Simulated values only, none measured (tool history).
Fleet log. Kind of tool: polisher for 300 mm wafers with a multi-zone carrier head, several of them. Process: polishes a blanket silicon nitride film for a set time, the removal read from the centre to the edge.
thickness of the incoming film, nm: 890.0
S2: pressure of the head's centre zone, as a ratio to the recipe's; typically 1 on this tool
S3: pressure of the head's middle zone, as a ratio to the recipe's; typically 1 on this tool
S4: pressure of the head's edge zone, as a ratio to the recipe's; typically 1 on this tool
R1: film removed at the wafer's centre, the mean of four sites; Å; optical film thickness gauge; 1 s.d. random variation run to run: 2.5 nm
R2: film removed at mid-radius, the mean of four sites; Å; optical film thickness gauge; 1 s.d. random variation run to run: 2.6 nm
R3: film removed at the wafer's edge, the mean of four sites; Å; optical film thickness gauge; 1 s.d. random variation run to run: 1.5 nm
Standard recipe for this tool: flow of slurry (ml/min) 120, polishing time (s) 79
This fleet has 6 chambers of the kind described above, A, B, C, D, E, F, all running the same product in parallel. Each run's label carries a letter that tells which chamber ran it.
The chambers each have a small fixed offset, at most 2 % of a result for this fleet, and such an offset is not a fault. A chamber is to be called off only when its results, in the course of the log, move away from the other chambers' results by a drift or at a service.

At hour 0.6: chamber F: worn pad replaced by a new one.
At hour 1.3: chamber C: worn pad replaced by a new one.
Run 1E, hour 9.9: usual settings. Result: R1 1764.6 Å, R2 1821.2 Å, R3 1806.8 Å.
Run 2A, hour 17.8: usual settings. Result: R1 1781.3 Å, R2 1786.1 Å, R3 1813.6 Å.
Run 3D, hour 28.2: usual settings. Result: R1 1740.6 Å, R2 1798.8 Å, R3 1769.1 Å.
At hour 38: chamber A: centre zone pressure recalibrated.
Run 4B, hour 38.4: usual settings. Result: R1 1789.7 Å, R2 1751.7 Å, R3 1784 Å.
At hour 44.9: chamber E: worn pad replaced by a new one.
Run 5C, hour 45.6: usual settings. Result: R1 1799.6 Å, R2 1808.4 Å, R3 1813.2 Å.
At hour 51.1: chamber B: worn pad replaced by a new one.
Run 6F, hour 53.1: usual settings. Result: R1 1820.7 Å, R2 1771.5 Å, R3 1760.7 Å.
At hour 55.7: chamber D: worn pad replaced by a new one.
Run 7D, hour 64.2: usual settings. Result: R1 1805.9 Å, R2 1805.6 Å, R3 1783.7 Å.
Run 8A, hour 69.4: usual settings. Result: R1 1788.5 Å, R2 1774.2 Å, R3 1827.5 Å.
Run 9B, hour 75.2: usual settings. Result: R1 1807.4 Å, R2 1818.5 Å, R3 1794.7 Å.
Run 10C, hour 84.8: usual settings. Result: R1 1821.7 Å, R2 1821 Å, R3 1785.3 Å.
At hour 85.4: chamber D: slurry nozzle cleaned.
Run 11E, hour 91: usual settings. Result: R1 1791.3 Å, R2 1787.7 Å, R3 1778.8 Å.
Run 12F, hour 98.2: usual settings. Result: R1 1811.7 Å, R2 1796.7 Å, R3 1745 Å.
Run 13C, hour 105.5: usual settings. Result: R1 1795.3 Å, R2 1781.5 Å, R3 1789.3 Å.
At hour 108.3: chamber A: worn pad replaced by a new one.
Run 14A, hour 112.7: usual settings. Result: R1 1778.5 Å, R2 1792.9 Å, R3 1792.4 Å.
Run 15F, hour 120.2: usual settings. Result: R1 1828 Å, R2 1751.6 Å, R3 1757.3 Å.
At hour 127.1: chamber C: slurry nozzle cleaned.
At hour 128.8: chamber D: worn pad replaced by a new one.
Run 16D, hour 131.3: usual settings. Result: R1 1741.3 Å, R2 1835.5 Å, R3 1806.2 Å.
At hour 135.2: chamber C: edge zone pressure recalibrated.
Run 17E, hour 138.6: usual settings. Result: R1 1772.1 Å, R2 1796.7 Å, R3 1780.2 Å.
At hour 140.9: chamber F: worn pad replaced by a new one.
Run 18B, hour 145.7: usual settings. Result: R1 1806.4 Å, R2 1708.9 Å, R3 1801.9 Å.
Run 19C, hour 155.5: usual settings. Result: R1 1798.5 Å, R2 1856.1 Å, R3 1795.5 Å.
At hour 158.2: chamber C: worn pad replaced by a new one.
Run 20D, hour 160.6: usual settings. Result: R1 1720.7 Å, R2 1766.6 Å, R3 1758.9 Å.
Run 21B, hour 168: usual settings but flow of slurry (ml/min) 135, polishing time (s) 100. Result: R1 2341.4 Å, R2 2340.1 Å, R3 2329.6 Å.
At hour 174.3: chamber A: edge zone pressure recalibrated.
At hour 175.8: chamber B: slurry nozzle cleaned.
Run 22F, hour 179.1: usual settings but flow of slurry (ml/min) 135, polishing time (s) 100. Result: R1 2325.3 Å, R2 2349.4 Å, R3 2301.4 Å.
Run 23A, hour 189.8: usual settings but flow of slurry (ml/min) 135, polishing time (s) 100. Result: R1 2247.8 Å, R2 2236.3 Å, R3 2287.1 Å.
At hour 190.2: chamber E: worn pad replaced by a new one.
Run 24E, hour 198.7: usual settings but flow of slurry (ml/min) 135, polishing time (s) 100. Result: R1 2377.5 Å, R2 2369.1 Å, R3 2295.6 Å.
At hour 200.2: chamber D: worn pad replaced by a new one.
Run 25D, hour 205.3: usual settings but flow of slurry (ml/min) 135, polishing time (s) 100. Result: R1 2278.1 Å, R2 2327.2 Å, R3 2294.9 Å.
Run 26B, hour 215.2: usual settings but flow of slurry (ml/min) 135, polishing time (s) 100. Result: R1 2387.6 Å, R2 2294 Å, R3 2361.7 Å.
At hour 218.9: chamber F: slurry nozzle cleaned.
Run 27F, hour 221.8: usual settings but S2 0.91, polishing time (s) 64. Result: R1 1312 Å, R2 1420.8 Å, R3 1464.3 Å.
Run 28C, hour 229.8: usual settings but S2 0.91, polishing time (s) 64. Result: R1 1283.9 Å, R2 1450.4 Å, R3 1441.4 Å.
At hour 237.5: chamber B: worn pad replaced by a new one.
At hour 239.2: chamber F: centre zone pressure recalibrated.
At hour 240.8: chamber E: centre zone pressure recalibrated.
Run 29A, hour 241.2: usual settings but S2 0.91, polishing time (s) 64. Result: R1 1217.7 Å, R2 1388.6 Å, R3 1414.1 Å.
At hour 248.4: chamber F: edge zone pressure recalibrated.
Run 30E, hour 248.4: usual settings but S2 0.91, polishing time (s) 64. Result: R1 1297 Å, R2 1447.2 Å, R3 1448.9 Å.
Run 31C, hour 259.2: usual settings but S2 0.91, polishing time (s) 64. Result: R1 1282.6 Å, R2 1483.1 Å, R3 1449.1 Å.
Run 32D, hour 269.2: usual settings but S2 0.91, polishing time (s) 64. Result: R1 1277.6 Å, R2 1447.6 Å, R3 1447.1 Å.
Run 33E, hour 280.5: usual settings. Result: R1 1856.3 Å, R2 1799.6 Å, R3 1777.7 Å.
At hour 283.1: chamber F: worn pad replaced by a new one.
Run 34F, hour 290.7: usual settings. Result: R1 1753.1 Å, R2 1805.1 Å, R3 1776.1 Å.
At hour 296.3: chamber A: worn pad replaced by a new one.
At hour 297.4: chamber C: worn pad replaced by a new one.
Run 35A, hour 299.9: usual settings. Result: R1 1663.9 Å, R2 1632.9 Å, R3 1707.2 Å.
Run 36B, hour 311.2: usual settings. Result: R1 1813.6 Å, R2 1792.1 Å, R3 1780.1 Å.
Run 37E, hour 321.8: usual settings but S2 0.96, polishing time (s) 100. Result: R1 2178.5 Å, R2 2277.2 Å, R3 2251.7 Å.
At hour 330.8: chamber C: slurry nozzle cleaned.
Run 38C, hour 332.1: usual settings but S2 0.96, polishing time (s) 100. Result: R1 2164 Å, R2 2242.9 Å, R3 2317.6 Å.
Run 39F, hour 340.3: usual settings but S2 0.96, polishing time (s) 100. Result: R1 2187.1 Å, R2 2269.2 Å, R3 2255 Å.

Each of the 6 chambers runs these same settings next. Fill in every chamber's results:
Run 40A, hour 348.6: usual settings but flow of slurry (ml/min) 140. Result: R1 ?, R2 ?, R3 ?.
Run 40B, hour 348.6: usual settings but flow of slurry (ml/min) 140. Result: R1 ?, R2 ?, R3 ?.
Run 40C, hour 348.6: usual settings but flow of slurry (ml/min) 140. Result: R1 ?, R2 ?, R3 ?.
Run 40D, hour 348.6: usual settings but flow of slurry (ml/min) 140. Result: R1 ?, R2 ?, R3 ?.
Run 40E, hour 348.6: usual settings but flow of slurry (ml/min) 140. Result: R1 ?, R2 ?, R3 ?.
Run 40F, hour 348.6: usual settings but flow of slurry (ml/min) 140. Result: R1 ?, R2 ?, R3 ?.

run      R1      R2      R3
40A  1690.6  1681.8    1747
40B  1860.3  1844.9  1844.7
40C  1881.6  1865.2  1836.8
40D  1803.3  1910.5  1816.2
40E  1879.6  1882.3  1832.5
40F  1903.1  1879.9  1837.4
